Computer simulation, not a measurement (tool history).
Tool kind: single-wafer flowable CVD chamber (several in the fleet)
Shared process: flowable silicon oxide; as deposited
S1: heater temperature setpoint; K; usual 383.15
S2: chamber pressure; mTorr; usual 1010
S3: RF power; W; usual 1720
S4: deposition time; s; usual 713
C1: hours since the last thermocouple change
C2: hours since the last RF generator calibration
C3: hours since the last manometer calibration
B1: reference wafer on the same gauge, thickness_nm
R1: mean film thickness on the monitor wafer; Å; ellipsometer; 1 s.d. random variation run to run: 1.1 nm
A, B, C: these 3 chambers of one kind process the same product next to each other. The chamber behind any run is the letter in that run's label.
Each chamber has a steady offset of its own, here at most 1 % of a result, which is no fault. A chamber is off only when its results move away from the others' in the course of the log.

| run | hour | S1 | S2 | S3 | S4 | C1 | C2 | C3 | B1 | R1 |
|---|---|---|---|---|---|---|---|---|---|---|
| 1B | 8.0 | 383.15 | 1010 | 1720 | 713 | 2687.1 | 988.0 | 1074.2 | 469.95 | 3996.2 |
| 2A | 16.1 | 383.15 | 1010 | 1720 | 713 | 507.4 | 161.0 | 1240.5 | 469.88 | 4041.8 |
| 3C | 20.8 | 383.15 | 1010 | 1720 | 713 | 606.1 | 1042.3 | 816.5 | 469.81 | 4010.5 |
| 4A | 24.5 | 383.15 | 1010 | 1720 | 713 | 515.8 | 169.4 | 1248.9 | 469.78 | 4020.4 |
| 5B | 30.5 | 383.15 | 1010 | 1720 | 713 | 2709.6 | 1010.5 | 1096.7 | 470.26 | 3997.9 |
| 6C | 35.4 | 383.15 | 1010 | 1720 | 713 | 620.7 | 1056.9 | 831.1 | 470.21 | 4023.6 |
| 7B | 41.6 | 392.15 | 1010 | 1995 | 713 | 2720.7 | 1021.6 | 1107.8 | 470.22 | 3129.9 |
| 8C | 47.4 | 392.15 | 1010 | 1995 | 713 | 632.7 | 1068.9 | 843.1 | 469.84 | 3128.2 |
| 9A | 51.4 | 392.15 | 1010 | 1995 | 713 | 542.7 | 196.3 | 1275.8 | 470.12 | 3143.1 |
| 10B | 57.3 | 383.15 | 1010 | 1720 | 713 | 2736.4 | 1037.3 | 1123.5 | 469.99 | 4004.3 |
| 11A | 61.8 | 383.15 | 1010 | 1720 | 713 | 553.1 | 206.7 | 1286.2 | 470.16 | 4033.4 |
| 12C | 65.3 | 383.15 | 1010 | 1720 | 713 | 650.6 | 1086.8 | 861.0 | 469.83 | 4016.8 |
| 13A | 70.6 | 383.15 | 1010 | 1720 | 713 | 561.9 | 215.5 | 1295.0 | 469.90 | 4033.7 |
| 14C | 77.3 | 383.15 | 1010 | 1720 | 713 | 662.6 | 1098.8 | 873.0 | 470.26 | 3998.9 |
| 15B | 82.3 | 383.15 | 1010 | 1720 | 713 | 2761.4 | 1062.3 | 1148.5 | 469.69 | 3994.7 |
| 16C | 86.5 | 383.15 | 1010 | 1720 | 713 | 671.8 | 1108.0 | 882.2 | 470.11 | 4004.7 |
| 17B | 94.7 | 383.15 | 1010 | 1390 | 763 | 2773.8 | 1074.7 | 1160.9 | 469.64 | 4005.6 |
| 18A | 102.8 | 383.15 | 1010 | 1390 | 763 | 594.1 | 247.7 | 1327.2 | 469.93 | 4045.2 |
| 19C | 109.1 | 383.15 | 1010 | 1390 | 763 | 694.4 | 1130.6 | 904.8 | 470.27 | 4015.7 |
|  | 113.1 | chamber B: thermocouple changed; heater temperature recalibrated |
| 20A | 113.2 | 383.15 | 1010 | 2035 | 807 | 604.5 | 258.1 | 1337.6 | 469.99 | 4723.5 |
| 21B | 119.3 | 383.15 | 1010 | 2035 | 807 | 6.3 | 1099.3 | 1185.5 | 469.62 | 4626.9 |
| 22C | 126.3 | 383.15 | 1010 | 2035 | 807 | 711.6 | 1147.8 | 922.0 | 469.72 | 4713.1 |
| 23B | 133.9 | 383.15 | 1010 | 1720 | 713 | 20.9 | 1113.9 | 1200.1 | 470.24 | 3945.4 |
| 24A | 140.2 | 383.15 | 1010 | 1720 | 713 | 631.5 | 285.1 | 1364.6 | 470.15 | 4032.6 |
|  | 142.7 | chamber A: capacitance manometer re-zeroed and calibrated |
| 25C | 143.8 | 383.15 | 1010 | 1720 | 713 | 729.1 | 1165.3 | 939.5 | 469.98 | 4031.7 |
| 26B | 147.6 | 383.15 | 1010 | 1720 | 713 | 34.6 | 1127.6 | 1213.8 | 469.56 | 3936.7 |
| 27A | 155.4 | 383.15 | 1010 | 1720 | 713 | 646.7 | 300.3 | 12.8 | 470.11 | 4028.8 |
| 28C | 161.5 | 383.15 | 1010 | 1720 | 713 | 746.8 | 1183.0 | 957.2 | 470.22 | 4008.8 |
| 29B | 165.5 | 383.15 | 1010 | 1720 | 713 | 52.5 | 1145.5 | 1231.7 | 469.93 | 3943.4 |
| 30A | 172.1 | 383.15 | 1010 | 1720 | 713 | 663.4 | 317.0 | 29.5 | 470.11 | 4050.3 |
| 31A | 178.1 | 383.15 | 1010 | 1720 | 713 | 669.4 | 323.0 | 35.5 | 470.08 | 4030.0 |
| 32C | 182.1 | 383.15 | 1010 | 1720 | 713 | 767.4 | 1203.6 | 977.8 | 469.97 | 4016.6 |
| 33B | 186.8 | 383.15 | 1010 | 1720 | 804 | 73.8 | 1166.8 | 1253.0 | 469.89 | 4423.0 |
| 34A | 194.3 | 383.15 | 1010 | 1720 | 804 | 685.6 | 339.2 | 51.7 | 469.73 | 4561.5 |
| 35B | 199.8 | 383.15 | 1010 | 1720 | 804 | 86.8 | 1179.8 | 1266.0 | 469.90 | 4438.4 |
| 36C | 204.8 | 383.15 | 1010 | 1720 | 713 | 790.1 | 1226.3 | 1000.5 | 469.86 | 4008.8 |
| 37B | 209.1 | 383.15 | 1010 | 1720 | 713 | 96.1 | 1189.1 | 1275.3 | 469.73 | 3926.2 |
| 38C | 213.1 | 383.15 | 1010 | 1720 | 713 | 798.4 | 1234.6 | 1008.8 | 470.05 | 4014.1 |
| 39A | 218.4 | 383.15 | 1010 | 1720 | 713 | 709.7 | 363.3 | 75.8 | 470.21 | 4028.6 |
| 40B | 222.7 | 383.15 | 1010 | 1720 | 713 | 109.7 | 1202.7 | 1288.9 | 469.93 | 3929.8 |
| 41C | 227.5 | 383.15 | 1010 | 1720 | 713 | 812.8 | 1249.0 | 1023.2 | 470.42 | 4010.3 |
| 42A | 231.2 | 383.15 | 1010 | 1720 | 713 | 722.5 | 376.1 | 88.6 | 470.37 | 4043.9 |

The same settings go to every chamber for the next run, one line per chamber below. Forecast the results for each:
| 43A | 237.1 | 383.15 | 1010 | 1495 | 713 |  |  |  |  | ? |
| 43B | 237.1 | 383.15 | 1010 | 1495 | 713 |  |  |  |  | ? |
| 43C | 237.1 | 383.15 | 1010 | 1495 | 713 |  |  |  |  | ? |

| run | R1 |
|---|---|
| 43A | 3881.6 |
| 43B | 3780.8 |
| 43C | 3871.9 |
